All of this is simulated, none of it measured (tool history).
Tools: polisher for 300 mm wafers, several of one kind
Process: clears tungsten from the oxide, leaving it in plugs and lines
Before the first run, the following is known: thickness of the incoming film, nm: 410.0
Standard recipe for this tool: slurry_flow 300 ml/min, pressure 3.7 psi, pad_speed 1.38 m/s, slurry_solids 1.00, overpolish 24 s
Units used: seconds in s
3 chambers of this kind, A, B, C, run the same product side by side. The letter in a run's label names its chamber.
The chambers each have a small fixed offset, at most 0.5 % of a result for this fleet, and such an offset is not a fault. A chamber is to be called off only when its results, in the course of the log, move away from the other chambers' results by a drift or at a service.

run	hour	slurry_flow	pressure	pad_speed	slurry_solids	overpolish	seconds
# hour 1.8: chamber A: slurry tank refilled with fresh slurry and peroxide
# hour 4.5: chamber C: slurry tank refilled with fresh slurry and peroxide
1B	7.7	300	3.7	1.38	1.00	24	60.197
2A	16.1	300	3.7	1.38	1.00	24	60.096
3C	26.6	300	3.7	1.38	1.00	24	58.808
4B	32.4	300	3.7	1.38	1.00	24	59.817
5A	38.2	300	3.7	1.38	1.00	24	58.679
# hour 38.9: chamber C: slurry blender recalibrated
# hour 39.1: chamber A: slurry nozzle cleaned
6C	46.3	300	3.7	1.38	0.85	19	61.895
7B	51.4	300	3.7	1.38	0.85	19	61.842
8C	60.1	300	3.7	1.38	0.85	19	61.268
# hour 66.0: chamber B: worn pad replaced by a new one
9A	68.0	300	4.2	1.82	1.00	24	40.553
# hour 69.9: chamber B: slurry tank refilled with fresh slurry and peroxide
10B	77.6	300	4.2	1.82	1.00	24	40.067
11C	87.7	300	4.2	1.82	1.00	24	40.024
12A	93.5	350	3.7	1.38	1.00	24	58.367
13A	98.1	350	3.7	1.38	1.00	24	59.911
14C	103.2	350	3.7	1.38	1.00	24	59.484
# hour 103.7: chamber A: slurry tank refilled with fresh slurry and peroxide
# hour 107.8: chamber C: head pressure recalibrated
# hour 109.8: chamber A: worn pad replaced by a new one
15B	111.4	300	3.7	1.38	1.00	24	58.772
16A	117.7	300	3.7	1.38	1.00	24	59.305
17C	124.5	300	3.7	1.38	1.00	24	53.879
18B	134.0	300	3.7	1.38	1.00	24	59.910
# hour 136.6: chamber C: slurry nozzle cleaned
19B	143.2	300	3.7	1.38	1.00	24	59.794
# hour 145.2: chamber C: slurry tank refilled with fresh slurry and peroxide
20C	150.5	300	3.7	1.38	1.00	24	53.967
# hour 152.1: chamber B: worn pad replaced by a new one
21A	155.4	300	3.7	1.38	1.00	24	59.812
# hour 158.8: chamber B: slurry blender recalibrated
# hour 161.5: chamber A: head pressure recalibrated
22C	162.9	300	3.7	1.38	1.00	24	54.108
23B	173.1	300	3.7	1.38	1.00	24	60.381
24A	182.8	300	3.7	1.38	1.00	17	60.125
25B	190.4	300	3.7	1.38	1.00	17	61.036
# hour 196.0: chamber A: slurry tank refilled with fresh slurry and peroxide
26C	196.4	300	3.7	1.38	1.00	17	54.560
# hour 198.0: chamber C: worn pad replaced by a new one
27A	202.4	300	3.7	1.38	1.00	24	59.707
28B	208.2	300	3.7	1.38	1.00	24	60.581
29C	215.6	300	3.7	1.38	1.00	24	54.608
30A	220.9	300	3.7	1.38	1.00	24	60.439
31C	225.6	245	3.7	1.38	1.00	24	55.379
# hour 226.4: chamber B: slurry tank refilled with fresh slurry and peroxide
# hour 229.9: chamber B: worn pad replaced by a new one
32A	232.1	245	3.7	1.38	1.00	24	61.933
33B	240.7	245	3.7	1.38	1.00	24	62.118
34A	248.8	300	3.7	1.38	1.00	24	60.316
35C	255.1	300	3.7	1.38	1.00	24	54.134
36B	261.6	300	3.7	1.38	1.00	24	60.011

Does one chamber stand apart from the rest, does the shared gauge drift, or is all well apart from small per-chamber offsets? Give the chamber and the most likely cause, where there is one.

The work done on chamber C during a service left it standing apart from the others.
What lies behind it: head's pressure above its setpoint, % = 10.2.

Here are 4 candidates for chamber C's next run, each the usual settings with a change, their results left as question marks. Which one brings its results back in line with what the others give on the usual settings?
Counts as in line when no further than this from what the other chambers average on the usual settings: seconds 1.800 s
37C-1	269.2	300	3.9	1.44	1.00	24	?
37C-2	269.2	300	3.5	1.32	1.00	24	?
37C-3	269.2	300	3.7	1.16	0.95	24	?
37C-4	269.2	305	4.1	1.52	1.00	24	?

The other chambers' mean on the usual settings: seconds 60.059 s
run	seconds
37C-1	49.558
37C-2	60.075
37C-3	65.370
37C-4	44.656
37C-2 is the one that brings the chamber's results back in line with the other chambers.
